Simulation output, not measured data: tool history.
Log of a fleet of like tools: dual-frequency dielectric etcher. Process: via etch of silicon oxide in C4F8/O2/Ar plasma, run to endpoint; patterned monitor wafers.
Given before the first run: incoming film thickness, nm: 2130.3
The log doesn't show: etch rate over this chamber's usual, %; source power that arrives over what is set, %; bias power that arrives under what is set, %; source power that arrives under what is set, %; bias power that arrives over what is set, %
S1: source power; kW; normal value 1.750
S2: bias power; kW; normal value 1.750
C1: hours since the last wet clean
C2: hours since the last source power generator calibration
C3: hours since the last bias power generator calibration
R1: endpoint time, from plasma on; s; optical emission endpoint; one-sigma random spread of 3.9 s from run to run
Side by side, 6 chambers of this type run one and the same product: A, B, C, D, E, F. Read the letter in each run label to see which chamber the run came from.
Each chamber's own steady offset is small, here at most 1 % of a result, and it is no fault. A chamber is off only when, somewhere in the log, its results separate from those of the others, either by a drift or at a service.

At day 0.542: chamber E: wet clean of the chamber.
Run 1C, day 0.608: usual settings; C1 282.0; C2 2914.2; C3 1764.4. Result: R1 455.17 s.
Run 2F, day 1.025: usual settings; C1 262.1; C2 1135.7; C3 226.6. Result: R1 460.84 s.
Run 3B, day 1.342: usual settings; C1 394.4; C2 1229.2; C3 1229.5. Result: R1 461.65 s.
Run 4E, day 1.783: usual settings; C1 29.8; C2 3187.9; C3 599.2. Result: R1 456.92 s.
Run 5A, day 2.167: usual settings; C1 496.4; C2 1677.1; C3 839.8. Result: R1 455.52 s.
Run 6D, day 2.462: usual settings; C1 230.7; C2 2546.3; C3 2311.8. Result: R1 460.65 s.
At day 2.600: chamber B: wet clean of the chamber.
Run 7C, day 2.904: usual settings; C1 337.1; C2 2969.3; C3 1819.5. Result: R1 457.40 s.
At day 3.158: chamber C: source power generator calibrated.
Run 8B, day 3.567: usual settings; C1 23.3; C2 1282.6; C3 1282.9. Result: R1 456.74 s.
Run 9F, day 4.092: usual settings; C1 335.7; C2 1209.3; C3 300.2. Result: R1 464.28 s.
Run 10A, day 4.479: usual settings; C1 551.9; C2 1732.6; C3 895.3. Result: R1 461.58 s.
Run 11D, day 5.012: usual settings; C1 291.9; C2 2607.5; C3 2373.0. Result: R1 454.76 s.
Run 12E, day 5.612: usual settings; C1 121.7; C2 3279.8; C3 691.1. Result: R1 457.67 s.
At day 5.929: chamber F: wet clean of the chamber.
Run 13F, day 6.108: usual settings; C1 4.4; C2 1257.7; C3 348.6. Result: R1 465.66 s.
Run 14D, day 6.621: usual settings; C1 330.5; C2 2646.1; C3 2411.6. Result: R1 456.02 s.
Run 15B, day 7.100: usual settings; C1 108.1; C2 1367.4; C3 1367.7. Result: R1 454.94 s.
At day 7.133: chamber A: wet clean of the chamber.
Run 16E, day 7.567: usual settings; C1 168.6; C2 3326.7; C3 738.0. Result: R1 459.51 s.
Run 17C, day 7.962: usual settings; C1 458.5; C2 115.4; C3 1940.9. Result: R1 458.19 s.
Run 18A, day 8.433: usual settings; C1 31.3; C2 1827.5; C3 990.2. Result: R1 460.17 s.
At day 8.504: chamber C: wet clean of the chamber.
Run 19C, day 8.942: usual settings; C1 10.6; C2 138.9; C3 1964.4. Result: R1 462.17 s.
Run 20A, day 9.262: usual settings; C1 51.2; C2 1847.4; C3 1010.1. Result: R1 458.32 s.
Run 21B, day 9.646: usual settings; C1 169.2; C2 1428.5; C3 1428.8. Result: R1 460.15 s.
Run 22E, day 10.300: usual settings; C1 234.2; C2 3392.3; C3 803.6. Result: R1 457.82 s.
Run 23D, day 10.688: usual settings; C1 428.1; C2 2743.7; C3 2509.2. Result: R1 462.55 s.
Run 24F, day 11.350: usual settings but S2 1.903 kW; C1 130.2; C2 1383.5; C3 474.4. Result: R1 451.80 s.
Run 25F, day 11.921: usual settings but S2 1.903 kW; C1 143.9; C2 1397.2; C3 488.1. Result: R1 448.47 s.
Run 26A, day 12.238: usual settings but S2 1.903 kW; C1 122.6; C2 1918.8; C3 1081.5. Result: R1 458.20 s.
At day 12.479: chamber D: wet clean of the chamber.
Run 27B, day 12.712: usual settings but S2 1.903 kW; C1 242.8; C2 1502.1; C3 1502.4. Result: R1 450.80 s.
Run 28C, day 13.325: usual settings but S2 1.903 kW; C1 115.8; C2 244.1; C3 2069.6. Result: R1 445.95 s.
Run 29D, day 13.929: usual settings but S2 1.903 kW; C1 34.9; C2 2821.5; C3 2587.0. Result: R1 452.05 s.
Run 30E, day 14.438: usual settings; C1 333.5; C2 3491.6; C3 902.9. Result: R1 453.82 s.
Run 31B, day 14.967: usual settings; C1 296.9; C2 1556.2; C3 1556.5. Result: R1 464.29 s.
Run 32C, day 15.429: usual settings but S1 2.000 kW; C1 166.3; C2 294.6; C3 2120.1. Result: R1 430.72 s.
At day 15.742: chamber E: wet clean of the chamber.
Run 33E, day 15.925: usual settings but S1 2.000 kW; C1 4.4; C2 3527.3; C3 938.6. Result: R1 441.48 s.
Run 34F, day 16.408: usual settings but S1 2.000 kW; C1 251.6; C2 1504.9; C3 595.8. Result: R1 435.29 s.
Run 35A, day 16.929: usual settings but S1 2.000 kW; C1 235.2; C2 2031.4; C3 1194.1. Result: R1 440.75 s.
Run 36D, day 17.512: usual settings but S1 2.000 kW; C1 120.9; C2 2907.5; C3 2673.0. Result: R1 429.59 s.
Run 37E, day 18.108: usual settings but S1 2.000 kW; C1 56.8; C2 3579.7; C3 991.0. Result: R1 438.28 s.
Run 38A, day 18.492: usual settings; C1 272.7; C2 2068.9; C3 1231.6. Result: R1 468.20 s.
Run 39F, day 19.058: usual settings; C1 315.2; C2 1568.5; C3 659.4. Result: R1 459.10 s.
Run 40B, day 19.617: usual settings; C1 408.5; C2 1667.8; C3 1668.1. Result: R1 451.83 s.
Run 41C, day 20.088: usual settings; C1 278.1; C2 406.4; C3 2231.9. Result: R1 462.84 s.
Run 42D, day 20.529: usual settings; C1 193.3; C2 2979.9; C3 2745.4. Result: R1 461.48 s.
Run 43A, day 21.067: usual settings; C1 334.5; C2 2130.7; C3 1293.4. Result: R1 459.51 s.

One chamber off, gauge drift, or nothing amiss beyond the chambers' own small offsets? If it is a chamber, which one, and what is the likeliest cause?

All chambers stay in line apart from their small fixed offsets, and the gauge does not drift.
